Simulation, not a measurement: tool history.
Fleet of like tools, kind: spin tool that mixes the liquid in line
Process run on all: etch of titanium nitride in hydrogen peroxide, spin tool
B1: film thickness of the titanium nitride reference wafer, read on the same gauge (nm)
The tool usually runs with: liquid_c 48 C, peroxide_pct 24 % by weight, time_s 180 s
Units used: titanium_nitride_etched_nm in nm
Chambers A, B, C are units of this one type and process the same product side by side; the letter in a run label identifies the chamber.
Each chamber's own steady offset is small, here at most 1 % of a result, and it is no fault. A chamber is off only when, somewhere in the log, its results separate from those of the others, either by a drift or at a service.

run 1B day=0.275 | liquid_c=48 peroxide_pct=24 time_s=180 | B1=90.006 | titanium_nitride_etched_nm=8.07
run 2C day=0.883 | liquid_c=48 peroxide_pct=24 time_s=180 | B1=90.007 | titanium_nitride_etched_nm=7.977
-- day=1.112 chamber A: new drum of peroxide connected
run 3A day=1.288 | liquid_c=48 peroxide_pct=24 time_s=180 | B1=90.004 | titanium_nitride_etched_nm=7.9343
run 4C day=1.604 | liquid_c=48 peroxide_pct=24 time_s=180 | B1=89.989 | titanium_nitride_etched_nm=8.0409
run 5B day=2.125 | liquid_c=48 peroxide_pct=24 time_s=180 | B1=90.003 | titanium_nitride_etched_nm=7.9673
-- day=2.167 chamber A: peroxide flow meter replaced
run 6A day=2.55 | liquid_c=48 peroxide_pct=24 time_s=180 | B1=89.979 | titanium_nitride_etched_nm=7.9852
run 7B day=3.138 | liquid_c=48 peroxide_pct=24 time_s=180 | B1=90.027 | titanium_nitride_etched_nm=8.0253
run 8A day=3.433 | liquid_c=48 peroxide_pct=24 time_s=180 | B1=89.99 | titanium_nitride_etched_nm=8.0611
run 9C day=3.788 | liquid_c=48 peroxide_pct=24 time_s=180 | B1=90.002 | titanium_nitride_etched_nm=8.1108
run 10B day=4.212 | liquid_c=48 peroxide_pct=24 time_s=180 | B1=90 | titanium_nitride_etched_nm=8.0111
run 11C day=4.675 | liquid_c=48 peroxide_pct=24 time_s=180 | B1=89.979 | titanium_nitride_etched_nm=8.1059
run 12A day=5.008 | liquid_c=48 peroxide_pct=24 time_s=180 | B1=89.985 | titanium_nitride_etched_nm=8.053
run 13B day=5.338 | liquid_c=48 peroxide_pct=24 time_s=180 | B1=90.009 | titanium_nitride_etched_nm=7.9931
run 14A day=5.642 | liquid_c=48 peroxide_pct=24 time_s=180 | B1=89.989 | titanium_nitride_etched_nm=8.0182
run 15C day=6.104 | liquid_c=48 peroxide_pct=24 time_s=180 | B1=89.982 | titanium_nitride_etched_nm=8.0762
run 16C day=6.583 | liquid_c=48 peroxide_pct=24 time_s=180 | B1=90.002 | titanium_nitride_etched_nm=8.059
run 17A day=7.038 | liquid_c=48 peroxide_pct=24 time_s=180 | B1=89.983 | titanium_nitride_etched_nm=7.8722
run 18B day=7.358 | liquid_c=48 peroxide_pct=24 time_s=180 | B1=89.999 | titanium_nitride_etched_nm=8.1557
run 19C day=7.717 | liquid_c=48 peroxide_pct=24 time_s=180 | B1=89.995 | titanium_nitride_etched_nm=8.06
run 20A day=8.112 | liquid_c=48 peroxide_pct=24 time_s=180 | B1=90.003 | titanium_nitride_etched_nm=7.9349
run 21B day=8.433 | liquid_c=48 peroxide_pct=24 time_s=180 | B1=90.005 | titanium_nitride_etched_nm=8.1758
run 22C day=8.712 | liquid_c=48 peroxide_pct=24 time_s=180 | B1=89.991 | titanium_nitride_etched_nm=8.1586
run 23B day=9.004 | liquid_c=48 peroxide_pct=24 time_s=180 | B1=90.023 | titanium_nitride_etched_nm=8.2324
run 24A day=9.562 | liquid_c=48 peroxide_pct=24 time_s=85 | B1=89.982 | titanium_nitride_etched_nm=3.7805
run 25C day=10.142 | liquid_c=48 peroxide_pct=24 time_s=85 | B1=90.007 | titanium_nitride_etched_nm=3.8161
-- day=10.496 chamber A: heated supply line repaired
run 26B day=10.738 | liquid_c=48 peroxide_pct=24 time_s=85 | B1=90.004 | titanium_nitride_etched_nm=3.889
run 27A day=11.133 | liquid_c=48 peroxide_pct=24 time_s=180 | B1=90.018 | titanium_nitride_etched_nm=8.0719
run 28C day=11.712 | liquid_c=48 peroxide_pct=24 time_s=180 | B1=90.014 | titanium_nitride_etched_nm=8.1254
run 29A day=12.3 | liquid_c=48 peroxide_pct=24 time_s=180 | B1=89.999 | titanium_nitride_etched_nm=8.0443
run 30B day=12.588 | liquid_c=48 peroxide_pct=24 time_s=180 | B1=89.993 | titanium_nitride_etched_nm=8.3654
run 31A day=12.904 | liquid_c=48 peroxide_pct=24 time_s=180 | B1=90.009 | titanium_nitride_etched_nm=8.0507
run 32B day=13.3 | liquid_c=48 peroxide_pct=24 time_s=180 | B1=89.996 | titanium_nitride_etched_nm=8.4174
run 33C day=13.796 | liquid_c=48 peroxide_pct=24 time_s=180 | B1=90.016 | titanium_nitride_etched_nm=8.0541
run 34C day=14.371 | liquid_c=48 peroxide_pct=24 time_s=180 | B1=90.013 | titanium_nitride_etched_nm=7.9829
run 35A day=14.992 | liquid_c=48 peroxide_pct=24 time_s=180 | B1=89.987 | titanium_nitride_etched_nm=8.05
run 36B day=15.262 | liquid_c=48 peroxide_pct=28 time_s=285 | B1=89.977 | titanium_nitride_etched_nm=13.895

Next, all 3 chambers run the settings below, one line each with question marks for the results. What does each chamber give?
run 37A day=15.708 | liquid_c=48 peroxide_pct=24 time_s=180 | titanium_nitride_etched_nm=?
run 37B day=15.708 | liquid_c=48 peroxide_pct=24 time_s=180 | titanium_nitride_etched_nm=?
run 37C day=15.708 | liquid_c=48 peroxide_pct=24 time_s=180 | titanium_nitride_etched_nm=?

run=37A titanium_nitride_etched_nm=8.0937
run=37B titanium_nitride_etched_nm=8.5048
run=37C titanium_nitride_etched_nm=8.1933
